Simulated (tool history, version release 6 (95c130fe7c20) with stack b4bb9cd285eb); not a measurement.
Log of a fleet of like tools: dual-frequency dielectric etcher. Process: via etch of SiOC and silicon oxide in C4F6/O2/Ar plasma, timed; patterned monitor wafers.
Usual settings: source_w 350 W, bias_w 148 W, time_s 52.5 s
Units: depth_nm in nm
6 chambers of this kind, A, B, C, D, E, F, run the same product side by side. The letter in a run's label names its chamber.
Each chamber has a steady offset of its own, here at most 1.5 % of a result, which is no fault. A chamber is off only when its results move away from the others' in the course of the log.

run	hour	source_w	bias_w	time_s	read-back reference wafer on the same gauge, depth_nm	depth_nm
1B	5.6	350	148	52.5	54.729	52.560
2D	12.6	350	148	52.5	54.701	52.595
3C	20.0	350	148	52.5	54.675	53.845
4F	25.9	350	148	52.5	54.690	51.939
5E	33.6	350	148	52.5	54.756	53.015
6A	38.6	350	148	52.5	54.708	53.357
# hour 38.7: chamber C: source power generator calibrated
7C	43.4	350	148	52.5	54.730	53.614
8A	47.6	350	148	52.5	54.674	53.192
# hour 48.5: chamber C: wet clean of the chamber
9F	51.6	350	148	52.5	54.742	52.436
10E	55.3	350	148	52.5	54.763	53.241
11D	62.3	350	148	52.5	54.706	52.766
# hour 68.1: chamber D: wet clean of the chamber
12B	68.4	350	148	52.5	54.705	52.237
13A	74.5	350	148	52.5	54.690	53.014
# hour 79.2: chamber F: bias power generator calibrated
14B	81.0	350	148	52.5	54.744	52.745
15D	85.0	350	148	52.5	54.718	52.392
16C	92.7	350	148	52.5	54.709	53.650
17F	97.7	350	148	57.0	54.691	55.906
18E	105.1	350	148	57.0	54.686	56.844
# hour 107.6: chamber C: bias power generator calibrated
19D	112.1	350	148	57.0	54.655	56.997
20C	118.5	350	148	57.0	54.704	58.076
21F	124.4	350	148	57.0	54.714	55.924
22E	131.0	350	148	57.0	54.704	57.012
23B	135.5	350	148	52.5	54.700	52.590
24A	142.7	350	148	52.5	54.713	53.535
25F	146.1	350	148	52.5	54.693	51.399
26C	152.4	350	148	52.5	54.641	53.150
27A	156.9	290	148	39.0	54.685	36.447
28D	164.6	290	148	39.0	54.693	36.272
29B	168.9	290	148	39.0	54.718	36.276
30E	173.9	290	148	39.0	54.688	36.484
31E	179.2	290	148	39.0	54.654	36.441
32A	184.9	290	148	39.0	54.688	36.595
33C	190.4	350	148	52.5	54.674	53.630
34F	194.1	350	148	52.5	54.694	50.559
35D	199.8	350	148	52.5	54.673	52.915
36B	207.0	350	148	52.5	54.743	52.283
37E	210.6	350	148	52.5	54.699	52.531

All 6 chambers run these settings next. Forecast each chamber's results:
38A	216.1	350	148	64.5		?
38B	216.1	350	148	64.5		?
38C	216.1	350	148	64.5		?
38D	216.1	350	148	64.5		?
38E	216.1	350	148	64.5		?
38F	216.1	350	148	64.5		?

run	depth_nm
38A	65.169
38B	64.650
38C	66.048
38D	64.641
38E	64.426
38F	61.902

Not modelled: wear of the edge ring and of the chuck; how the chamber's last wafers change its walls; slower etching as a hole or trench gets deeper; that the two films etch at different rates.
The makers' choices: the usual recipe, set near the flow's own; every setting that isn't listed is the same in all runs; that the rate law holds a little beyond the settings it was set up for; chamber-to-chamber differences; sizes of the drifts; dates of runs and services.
